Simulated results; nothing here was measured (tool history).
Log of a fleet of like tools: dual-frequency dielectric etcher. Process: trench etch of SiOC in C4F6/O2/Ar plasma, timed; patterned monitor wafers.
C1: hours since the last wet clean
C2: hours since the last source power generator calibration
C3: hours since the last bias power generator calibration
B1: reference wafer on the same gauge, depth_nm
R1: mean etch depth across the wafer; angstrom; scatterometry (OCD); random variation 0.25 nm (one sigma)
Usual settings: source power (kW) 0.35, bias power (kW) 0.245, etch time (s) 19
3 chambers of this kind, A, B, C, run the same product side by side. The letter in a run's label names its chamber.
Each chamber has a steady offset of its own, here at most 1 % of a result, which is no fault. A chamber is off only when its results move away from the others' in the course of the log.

{"run": "1A", "hour": 3.0, "source power (kW)": 0.35, "bias power (kW)": 0.245, "etch time (s)": 19, "C1": 223.7, "C2": 2918.4, "C3": 2678.7, "B1": 46.517, "R1": 416.4}
{"run": "2B", "hour": 6.5, "source power (kW)": 0.35, "bias power (kW)": 0.245, "etch time (s)": 19, "C1": 440.3, "C2": 1382.9, "C3": 1209.9, "B1": 46.462, "R1": 410.78}
{"run": "3C", "hour": 10.3, "source power (kW)": 0.35, "bias power (kW)": 0.245, "etch time (s)": 19, "C1": 246, "C2": 681.6, "C3": 1858.9, "B1": 46.472, "R1": 415.3}
{"run": "4C", "hour": 15.2, "source power (kW)": 0.35, "bias power (kW)": 0.245, "etch time (s)": 19, "C1": 250.9, "C2": 686.5, "C3": 1863.8, "B1": 46.473, "R1": 413.12}
{"run": "5B", "hour": 20.7, "source power (kW)": 0.35, "bias power (kW)": 0.245, "etch time (s)": 19, "C1": 454.5, "C2": 1397.1, "C3": 1224.1, "B1": 46.515, "R1": 413.07}
{"run": "6A", "hour": 27.3, "source power (kW)": 0.35, "bias power (kW)": 0.245, "etch time (s)": 15.5, "C1": 248, "C2": 2942.7, "C3": 2703, "B1": 46.547, "R1": 338.4}
{"run": "7A", "hour": 32.6, "source power (kW)": 0.35, "bias power (kW)": 0.245, "etch time (s)": 15.5, "C1": 253.3, "C2": 2948, "C3": 2708.3, "B1": 46.465, "R1": 341.23}
{"run": "8B", "hour": 38.2, "source power (kW)": 0.35, "bias power (kW)": 0.245, "etch time (s)": 15.5, "C1": 472, "C2": 1414.6, "C3": 1241.6, "B1": 46.551, "R1": 337.91}
{"run": "9C", "hour": 44.3, "source power (kW)": 0.35, "bias power (kW)": 0.245, "etch time (s)": 19, "C1": 280, "C2": 715.6, "C3": 1892.9, "B1": 46.542, "R1": 413.99}
{"run": "10C", "hour": 49.9, "source power (kW)": 0.35, "bias power (kW)": 0.245, "etch time (s)": 19, "C1": 285.6, "C2": 721.2, "C3": 1898.5, "B1": 46.466, "R1": 411.85}
{"run": "11A", "hour": 56.1, "source power (kW)": 0.35, "bias power (kW)": 0.245, "etch time (s)": 19, "C1": 276.8, "C2": 2971.5, "C3": 2731.8, "B1": 46.477, "R1": 418.47}
{"run": "12B", "hour": 59.5, "source power (kW)": 0.35, "bias power (kW)": 0.245, "etch time (s)": 19, "C1": 493.3, "C2": 1435.9, "C3": 1262.9, "B1": 46.553, "R1": 414.78}
{"run": "13B", "hour": 63.6, "source power (kW)": 0.35, "bias power (kW)": 0.245, "etch time (s)": 19, "C1": 497.4, "C2": 1440, "C3": 1267, "B1": 46.532, "R1": 411.76}
{"hour": 67.4, "done": "chamber C: bias power generator calibrated"}
{"run": "14A", "hour": 70.3, "source power (kW)": 0.35, "bias power (kW)": 0.245, "etch time (s)": 19, "C1": 291, "C2": 2985.7, "C3": 2746, "B1": 46.469, "R1": 413.09}
{"run": "15C", "hour": 74.8, "source power (kW)": 0.35, "bias power (kW)": 0.245, "etch time (s)": 19, "C1": 310.5, "C2": 746.1, "C3": 7.4, "B1": 46.493, "R1": 415.84}
{"run": "16A", "hour": 80.6, "source power (kW)": 0.35, "bias power (kW)": 0.245, "etch time (s)": 19, "C1": 301.3, "C2": 2996, "C3": 2756.3, "B1": 46.455, "R1": 412.72}
{"run": "17B", "hour": 87.3, "source power (kW)": 0.35, "bias power (kW)": 0.245, "etch time (s)": 19, "C1": 521.1, "C2": 1463.7, "C3": 1290.7, "B1": 46.43, "R1": 413.12}
{"run": "18C", "hour": 93.5, "source power (kW)": 0.3, "bias power (kW)": 0.245, "etch time (s)": 24, "C1": 329.2, "C2": 764.8, "C3": 26.1, "B1": 46.463, "R1": 493.62}
{"run": "19C", "hour": 97.1, "source power (kW)": 0.3, "bias power (kW)": 0.245, "etch time (s)": 24, "C1": 332.8, "C2": 768.4, "C3": 29.7, "B1": 46.553, "R1": 495.34}
{"run": "20B", "hour": 103.3, "source power (kW)": 0.3, "bias power (kW)": 0.245, "etch time (s)": 24, "C1": 537.1, "C2": 1479.7, "C3": 1306.7, "B1": 46.495, "R1": 492.27}
{"run": "21A", "hour": 106.4, "source power (kW)": 0.35, "bias power (kW)": 0.245, "etch time (s)": 19, "C1": 327.1, "C2": 3021.8, "C3": 2782.1, "B1": 46.512, "R1": 408.11}
{"run": "22A", "hour": 111.2, "source power (kW)": 0.35, "bias power (kW)": 0.215, "etch time (s)": 15.5, "C1": 331.9, "C2": 3026.6, "C3": 2786.9, "B1": 46.515, "R1": 320.88}
{"run": "23C", "hour": 117.6, "source power (kW)": 0.35, "bias power (kW)": 0.215, "etch time (s)": 15.5, "C1": 353.3, "C2": 788.9, "C3": 50.2, "B1": 46.456, "R1": 319.72}
{"run": "24B", "hour": 121.5, "source power (kW)": 0.35, "bias power (kW)": 0.215, "etch time (s)": 15.5, "C1": 555.3, "C2": 1497.9, "C3": 1324.9, "B1": 46.52, "R1": 321.73}
{"run": "25A", "hour": 125.5, "source power (kW)": 0.35, "bias power (kW)": 0.27, "etch time (s)": 19, "C1": 346.2, "C2": 3040.9, "C3": 2801.2, "B1": 46.463, "R1": 419.49}
{"run": "26B", "hour": 130.9, "source power (kW)": 0.35, "bias power (kW)": 0.27, "etch time (s)": 19, "C1": 564.7, "C2": 1507.3, "C3": 1334.3, "B1": 46.481, "R1": 426.8}
{"run": "27C", "hour": 136.2, "source power (kW)": 0.35, "bias power (kW)": 0.27, "etch time (s)": 19, "C1": 371.9, "C2": 807.5, "C3": 68.8, "B1": 46.55, "R1": 423.54}
{"run": "28B", "hour": 141.2, "source power (kW)": 0.35, "bias power (kW)": 0.245, "etch time (s)": 19, "C1": 575, "C2": 1517.6, "C3": 1344.6, "B1": 46.559, "R1": 412.98}
{"run": "29A", "hour": 144.9, "source power (kW)": 0.35, "bias power (kW)": 0.277, "etch time (s)": 19, "C1": 365.6, "C2": 3060.3, "C3": 2820.6, "B1": 46.464, "R1": 420.32}
{"run": "30C", "hour": 148.0, "source power (kW)": 0.35, "bias power (kW)": 0.277, "etch time (s)": 19, "C1": 383.7, "C2": 819.3, "C3": 80.6, "B1": 46.467, "R1": 432.81}
{"hour": 150.2, "done": "chamber C: wet clean of the chamber"}
{"hour": 151.0, "done": "chamber B: wet clean of the chamber"}
{"run": "31B", "hour": 154.4, "source power (kW)": 0.35, "bias power (kW)": 0.277, "etch time (s)": 19, "C1": 3.4, "C2": 1530.8, "C3": 1357.8, "B1": 46.509, "R1": 427.59}
{"run": "32A", "hour": 159.8, "source power (kW)": 0.35, "bias power (kW)": 0.245, "etch time (s)": 19, "C1": 380.5, "C2": 3075.2, "C3": 2835.5, "B1": 46.468, "R1": 405.16}
{"run": "33C", "hour": 163.6, "source power (kW)": 0.35, "bias power (kW)": 0.245, "etch time (s)": 19, "C1": 13.5, "C2": 834.9, "C3": 96.2, "B1": 46.492, "R1": 410.09}
{"run": "34B", "hour": 167.5, "source power (kW)": 0.35, "bias power (kW)": 0.245, "etch time (s)": 19, "C1": 16.5, "C2": 1543.9, "C3": 1370.9, "B1": 46.514, "R1": 410.98}
{"run": "35C", "hour": 171.5, "source power (kW)": 0.35, "bias power (kW)": 0.245, "etch time (s)": 19, "C1": 21.4, "C2": 842.8, "C3": 104.1, "B1": 46.482, "R1": 412.9}
{"run": "36A", "hour": 174.7, "source power (kW)": 0.35, "bias power (kW)": 0.245, "etch time (s)": 19, "C1": 395.4, "C2": 3090.1, "C3": 2850.4, "B1": 46.428, "R1": 400.1}
{"run": "37B", "hour": 178.2, "source power (kW)": 0.35, "bias power (kW)": 0.245, "etch time (s)": 19, "C1": 27.2, "C2": 1554.6, "C3": 1381.6, "B1": 46.558, "R1": 412.9}
{"run": "38C", "hour": 182.2, "source power (kW)": 0.35, "bias power (kW)": 0.245, "etch time (s)": 19, "C1": 32.1, "C2": 853.5, "C3": 114.8, "B1": 46.465, "R1": 413.31}
{"run": "39A", "hour": 185.6, "source power (kW)": 0.35, "bias power (kW)": 0.245, "etch time (s)": 19, "C1": 406.3, "C2": 3101, "C3": 2861.3, "B1": 46.532, "R1": 401.98}
{"run": "40C", "hour": 189.8, "source power (kW)": 0.35, "bias power (kW)": 0.245, "etch time (s)": 19, "C1": 39.7, "C2": 861.1, "C3": 122.4, "B1": 46.455, "R1": 418.48}
{"run": "41A", "hour": 194.3, "source power (kW)": 0.35, "bias power (kW)": 0.212, "etch time (s)": 14, "C1": 415, "C2": 3109.7, "C3": 2870, "B1": 46.593, "R1": 276.98}
{"run": "42B", "hour": 197.4, "source power (kW)": 0.35, "bias power (kW)": 0.212, "etch time (s)": 14, "C1": 46.4, "C2": 1573.8, "C3": 1400.8, "B1": 46.431, "R1": 289.24}
{"run": "43B", "hour": 202.3, "source power (kW)": 0.35, "bias power (kW)": 0.212, "etch time (s)": 14, "C1": 51.3, "C2": 1578.7, "C3": 1405.7, "B1": 46.393, "R1": 286.73}
{"run": "44A", "hour": 205.7, "source power (kW)": 0.35, "bias power (kW)": 0.245, "etch time (s)": 19, "C1": 426.4, "C2": 3121.1, "C3": 2881.4, "B1": 46.445, "R1": 392.84}

What goes on in this fleet: one chamber off, a drifting gauge, or nothing beyond the chambers' own small offsets? Name the chamber and the cause, if any.

Chamber A drifts away from the others.
Cause: etch rate under this chamber's usual, % = 5.02.

Here are 4 candidates for chamber A's next run, each the usual settings with a change, their results left as question marks. Which one brings its results back in line with what the others give on the usual settings?
In line means no further than this from the other chambers' mean on the usual settings: R1 8.7 angstrom
{"run": "45A-1", "hour": 210.5, "source power (kW)": 0.35, "bias power (kW)": 0.279, "etch time (s)": 19, "R1": "?"}
{"run": "45A-2", "hour": 210.5, "source power (kW)": 0.31, "bias power (kW)": 0.245, "etch time (s)": 19, "R1": "?"}
{"run": "45A-3", "hour": 210.5, "source power (kW)": 0.35, "bias power (kW)": 0.246, "etch time (s)": 19, "R1": "?"}
{"run": "45A-4", "hour": 210.5, "source power (kW)": 0.35, "bias power (kW)": 0.244, "etch time (s)": 19, "R1": "?"}

The other chambers' mean on the usual settings: R1 413.69 angstrom
run=45A-1 R1=413.1
run=45A-2 R1=377.63
run=45A-3 R1=395.85
run=45A-4 R1=394.77
45A-1 brings the chamber back in line.
